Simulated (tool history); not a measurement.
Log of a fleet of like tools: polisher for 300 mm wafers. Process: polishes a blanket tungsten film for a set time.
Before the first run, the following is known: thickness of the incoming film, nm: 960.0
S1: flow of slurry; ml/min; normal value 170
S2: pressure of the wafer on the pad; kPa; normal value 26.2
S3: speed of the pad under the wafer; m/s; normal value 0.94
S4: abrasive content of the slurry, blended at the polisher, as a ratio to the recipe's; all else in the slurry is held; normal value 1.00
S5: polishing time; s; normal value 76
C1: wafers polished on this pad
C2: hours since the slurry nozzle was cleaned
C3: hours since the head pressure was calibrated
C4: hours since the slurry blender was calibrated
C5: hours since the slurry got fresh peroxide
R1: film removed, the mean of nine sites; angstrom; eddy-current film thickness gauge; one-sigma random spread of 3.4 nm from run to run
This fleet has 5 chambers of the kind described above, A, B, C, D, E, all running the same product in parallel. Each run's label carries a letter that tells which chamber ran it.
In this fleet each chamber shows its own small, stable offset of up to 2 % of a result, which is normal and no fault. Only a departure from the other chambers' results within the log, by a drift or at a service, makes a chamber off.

run   hour   S1    S2    S3    S4  S5    C1     C2      C3     C4     C5      R1
       8.9  -- chamber C: slurry tank refilled with fresh slurry and peroxide
 1C   10.4  170  26.2  0.94  1.00  76   178  257.3   369.1  124.5    1.6  2783.2
      15.5  -- chamber C: slurry blender recalibrated
      15.9  -- chamber A: worn pad replaced by a new one
      17.7  -- chamber B: slurry blender recalibrated
 2E   19.2  170  26.2  0.94  1.00  76   155  240.5   372.4  329.1   36.1  2850.2
 3B   26.8  170  26.2  0.94  1.00  76   310   98.8   187.3    9.2   42.7  2806.1
 4A   34.5  170  26.2  0.94  1.00  76   101  244.1    39.0  276.3  111.4  2920.3
      37.4  -- chamber E: slurry nozzle cleaned
 5D   45.2  170  26.2  0.94  1.00  76   484   93.8   881.8   59.6   54.9  2866.9
 6D   52.5  170  26.2  0.94  1.00  76   524  101.1   889.1   66.9   62.2  2854.5
      58.1  -- chamber A: slurry nozzle cleaned
 7C   59.4  170  26.2  0.94  1.00  76   444  306.3   418.1   43.9   50.6  2779.2
      61.6  -- chamber D: slurry tank refilled with fresh slurry and peroxide
      63.0  -- chamber B: slurry tank refilled with fresh slurry and peroxide
 8E   69.1  170  26.2  0.94  1.00  76   426   31.7   422.3  379.0   86.0  2845.8
      74.0  -- chamber B: worn pad replaced by a new one
      77.8  -- chamber A: slurry blender recalibrated
      78.8  -- chamber C: slurry tank refilled with fresh slurry and peroxide
 9B   81.5  170  26.2  0.94  1.00  76    41  153.5   242.0   63.9   18.5  2797.4
      89.8  -- chamber C: worn pad replaced by a new one
10A   89.9  170  26.2  0.94  1.00  76   402   31.8    94.4   12.1  166.8  2853.0
      94.5  -- chamber E: slurry tank refilled with fresh slurry and peroxide
      96.1  -- chamber A: slurry tank refilled with fresh slurry and peroxide
11D   96.7  170  26.2  0.94  1.00  76   764  145.3   933.3  111.1   35.2  2886.3
12A  105.3  170  26.2  0.94  1.00  76   485   47.2   109.8   27.5    9.2  2837.2
     107.6  -- chamber E: worn pad replaced by a new one
13B  111.7  170  26.2  0.94  1.00  76   205  183.7   272.2   94.1   48.7  2806.3
14E  123.2  170  26.2  0.94  1.00  76    84   85.8   476.4  433.1   28.8  2827.0
     124.5  -- chamber D: slurry tank refilled with fresh slurry and peroxide
     126.8  -- chamber A: worn pad replaced by a new one
15C  132.6  170  26.2  0.94  1.00  76   232  379.5   491.3  117.1   53.9  2858.8
16E  143.5  170  26.2  0.94  1.00  76   195  106.1   496.7  453.4   49.1  2906.6
     147.5  -- chamber B: slurry tank refilled with fresh slurry and peroxide
17D  152.2  170  26.2  0.94  1.00  76  1065  200.8   988.8  166.6   27.7  2905.5
     154.4  -- chamber E: slurry blender recalibrated
     160.5  -- chamber C: slurry blender recalibrated
     160.6  -- chamber C: slurry tank refilled with fresh slurry and peroxide
18B  164.0  170  26.2  0.94  1.00  76   489  236.0   324.5  146.4   16.5  2806.8
19C  173.8  170  26.2  0.94  1.00  76   456  420.7   532.5   13.3   13.2  2801.9
20A  182.6  170  26.2  0.94  1.00  76   303  124.5   187.1  104.8   86.5  2917.8
     188.9  -- chamber D: slurry tank refilled with fresh slurry and peroxide
21E  190.8  170  26.2  0.94  1.00  76   452  153.4   544.0   36.5   96.4  2861.0
     190.9  -- chamber B: slurry nozzle cleaned
     191.7  -- chamber D: worn pad replaced by a new one
     192.1  -- chamber C: worn pad replaced by a new one
22C  203.5  170  22.1  0.94  1.15  76    61  450.4   562.2   43.0   42.9  2453.6
     208.2  -- chamber B: worn pad replaced by a new one
     212.0  -- chamber E: worn pad replaced by a new one
23D  215.8  170  22.1  0.94  1.15  76   131  264.4  1052.4  230.2   27.0  2504.9
24B  221.3  170  22.1  0.94  1.15  76    71   30.4   381.8  203.7   73.8  2443.2
     223.4  -- chamber B: slurry tank refilled with fresh slurry and peroxide
25A  227.1  170  22.1  0.94  1.15  76   545  169.0   231.6  149.3  131.0  2446.1
     229.0  -- chamber E: slurry tank refilled with fresh slurry and peroxide
26D  234.3  170  22.1  0.94  1.15  76   231  282.9  1070.9  248.7   45.5  2445.9
     234.6  -- chamber B: slurry blender recalibrated
     239.7  -- chamber C: slurry tank refilled with fresh slurry and peroxide
     243.0  -- chamber C: head pressure recalibrated
27C  245.7  170  26.2  0.94  1.00  76   291  492.6     2.8   85.2    6.0  2917.9
28A  255.8  170  26.2  0.94  1.00  76   701  197.7   260.3  178.0  159.7  2846.7
     257.2  -- chamber A: worn pad replaced by a new one
29B  263.0  170  26.2  0.94  1.00  76   297   72.1   423.5   28.5   39.6  2869.9
     267.1  -- chamber A: slurry nozzle cleaned
     269.1  -- chamber D: slurry tank refilled with fresh slurry and peroxide
     270.2  -- chamber A: slurry tank refilled with fresh slurry and peroxide
30E  270.5  170  26.2  0.94  1.00  76   317  233.1   623.7  116.2   41.5  2831.9
31B  277.0  170  26.2  0.94  1.00  76   373   86.1   437.5   42.5   53.6  2780.2
32E  283.2  170  26.2  0.94  1.00  93   386  245.8   636.4  128.9   54.2  3535.4
33C  289.6  170  26.2  0.94  1.00  93   529  536.5    46.7  129.1   49.9  3409.8
     291.0  -- chamber B: slurry tank refilled with fresh slurry and peroxide
34D  299.9  170  26.2  0.94  1.00  93   588  348.5  1136.5  314.3   30.9  3456.1
35A  309.0  170  26.2  0.94  1.00  93   281   42.0   313.5  231.2   38.9  3509.3
36B  319.0  170  26.2  0.94  1.00  93   602  128.1   479.5   84.5   28.1  3397.2

Is one chamber out of step, is the gauge drifting, or do the chambers differ by no more than their own small offsets? For an off chamber, give its letter and the likeliest cause.

All chambers stay in line apart from their small fixed offsets, and the gauge does not drift.
